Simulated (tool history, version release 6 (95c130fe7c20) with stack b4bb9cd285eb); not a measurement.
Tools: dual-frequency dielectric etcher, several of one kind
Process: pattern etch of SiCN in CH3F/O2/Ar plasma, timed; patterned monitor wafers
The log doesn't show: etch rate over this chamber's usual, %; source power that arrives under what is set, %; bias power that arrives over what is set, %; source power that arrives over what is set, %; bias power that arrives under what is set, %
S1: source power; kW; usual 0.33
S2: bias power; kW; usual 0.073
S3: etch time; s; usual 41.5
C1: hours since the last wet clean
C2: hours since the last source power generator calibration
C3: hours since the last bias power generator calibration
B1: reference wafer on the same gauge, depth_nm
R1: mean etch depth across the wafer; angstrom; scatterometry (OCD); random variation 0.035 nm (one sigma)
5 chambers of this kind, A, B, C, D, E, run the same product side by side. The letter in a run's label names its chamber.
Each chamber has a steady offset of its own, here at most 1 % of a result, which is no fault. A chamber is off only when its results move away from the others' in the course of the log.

Run 1B, day 0.292: usual settings; C1 279.7; C2 428.6; C3 1222.1; B1 14.004. Result: R1 145.89 angstrom.
Run 2A, day 0.779: usual settings; C1 76.3; C2 3973.6; C3 635.6; B1 14. Result: R1 146.14 angstrom.
Run 3C, day 1.038: usual settings; C1 160.2; C2 67.4; C3 1560.3; B1 14.001. Result: R1 146.41 angstrom.
Run 4D, day 1.35: usual settings; C1 455.3; C2 2373.3; C3 3513; B1 14. Result: R1 145.06 angstrom.
Run 5E, day 1.588: usual settings; C1 386.6; C2 748.6; C3 199.4; B1 14.007. Result: R1 145.15 angstrom.
Run 6B, day 1.942: usual settings but S3 37 s; C1 319.3; C2 468.2; C3 1261.7; B1 13.998. Result: R1 129.62 angstrom.
Run 7A, day 2.175: usual settings but S3 37 s; C1 109.8; C2 4007.1; C3 669.1; B1 13.999. Result: R1 130.38 angstrom.
Run 8C, day 2.517: usual settings but S3 37 s; C1 195.7; C2 102.9; C3 1595.8; B1 13.998. Result: R1 130.23 angstrom.
Run 9E, day 2.733: usual settings but S3 37 s; C1 414.1; C2 776.1; C3 226.9; B1 14.007. Result: R1 129.51 angstrom.
Run 10D, day 3.154: usual settings but S3 37 s; C1 498.6; C2 2416.6; C3 3556.3; B1 13.999. Result: R1 130.54 angstrom.
Run 11E, day 3.55: usual settings; C1 433.7; C2 795.7; C3 246.5; B1 14.004. Result: R1 144.96 angstrom.
Run 12D, day 4.025: usual settings; C1 519.5; C2 2437.5; C3 3577.2; B1 13.995. Result: R1 145.78 angstrom.
Run 13C, day 4.317: usual settings; C1 238.9; C2 146.1; C3 1639; B1 14. Result: R1 146.14 angstrom.
At day 4.354: chamber D: wet clean of the chamber.
Run 14A, day 4.612: usual settings; C1 168.3; C2 4065.6; C3 727.6; B1 14. Result: R1 146.99 angstrom.
Run 15B, day 4.975: usual settings but S1 0.27 kW, S3 50.5 s; C1 392.1; C2 541; C3 1334.5; B1 13.999. Result: R1 164.42 angstrom.
Run 16E, day 5.346: usual settings but S1 0.27 kW, S3 50.5 s; C1 476.8; C2 838.8; C3 289.6; B1 14.006. Result: R1 163.44 angstrom.
At day 5.8: chamber B: wet clean of the chamber.
Run 17D, day 5.838: usual settings but S1 0.27 kW, S3 50.5 s; C1 35.6; C2 2481; C3 3620.7; B1 14.009. Result: R1 166.51 angstrom.
Run 18B, day 6.117: usual settings but S1 0.27 kW, S3 50.5 s; C1 7.6; C2 568.4; C3 1361.9; B1 13.995. Result: R1 164.79 angstrom.
Run 19A, day 6.458: usual settings but S1 0.27 kW, S3 50.5 s; C1 212.6; C2 4109.9; C3 771.9; B1 13.998. Result: R1 164.76 angstrom.
Run 20C, day 6.929: usual settings; C1 301.6; C2 208.8; C3 1701.7; B1 13.997. Result: R1 146.65 angstrom.
Run 21E, day 7.188: usual settings but S1 0.27 kW, S2 0.079 kW; C1 521; C2 883; C3 333.8; B1 13.993. Result: R1 138.03 angstrom.
Run 22C, day 7.458: usual settings but S1 0.27 kW, S2 0.079 kW; C1 314.3; C2 221.5; C3 1714.4; B1 13.999. Result: R1 139.76 angstrom.
Run 23A, day 7.842: usual settings but S1 0.27 kW, S2 0.079 kW; C1 245.8; C2 4143.1; C3 805.1; B1 14. Result: R1 139.89 angstrom.
Run 24B, day 8.325: usual settings but S1 0.27 kW, S2 0.079 kW; C1 60.6; C2 621.4; C3 1414.9; B1 14.005. Result: R1 139.66 angstrom.
Run 25D, day 8.592: usual settings but S1 0.27 kW, S2 0.079 kW; C1 101.7; C2 2547.1; C3 3686.8; B1 13.985. Result: R1 141.01 angstrom.
Run 26D, day 8.921: usual settings; C1 109.6; C2 2555; C3 3694.7; B1 13.999. Result: R1 148.26 angstrom.
Run 27A, day 9.317: usual settings; C1 281.2; C2 4178.5; C3 840.5; B1 13.997. Result: R1 146.7 angstrom.
Run 28E, day 9.725: usual settings; C1 581.9; C2 943.9; C3 394.7; B1 13.998. Result: R1 144.8 angstrom.
Run 29B, day 10.142: usual settings; C1 104.2; C2 665; C3 1458.5; B1 14.003. Result: R1 144.85 angstrom.
Run 30C, day 10.396: usual settings; C1 384.8; C2 292; C3 1784.9; B1 13.999. Result: R1 146.41 angstrom.

What goes on in this fleet: one chamber off, a drifting gauge, or nothing beyond the chambers' own small offsets? Name the chamber and the cause, if any.

A service left chamber D off against the others.
Cause: etch rate over this chamber's usual, % = 1.41.

Here are 4 candidates for chamber D's next run, each the usual settings with a change, their results left as question marks. Which one brings its results back in line with what the others give on the usual settings?
In line means no further than this from the other chambers' mean on the usual settings: R1 1.2 angstrom
Run 31D-1, day 10.75: usual settings but S2 0.07 kW. Result: R1 ?.
Run 31D-2, day 10.75: usual settings but S2 0.072 kW, S3 40.5 s. Result: R1 ?.
Run 31D-3, day 10.75: usual settings but S1 0.36 kW. Result: R1 ?.
Run 31D-4, day 10.75: usual settings but S3 42 s. Result: R1 ?.

The other chambers' mean on the usual settings: R1 145.71 angstrom
  run      R1
31D-1  145.71
31D-2  143.66
31D-3  152.89
31D-4  149.73
31D-1 brings the chamber back in line.
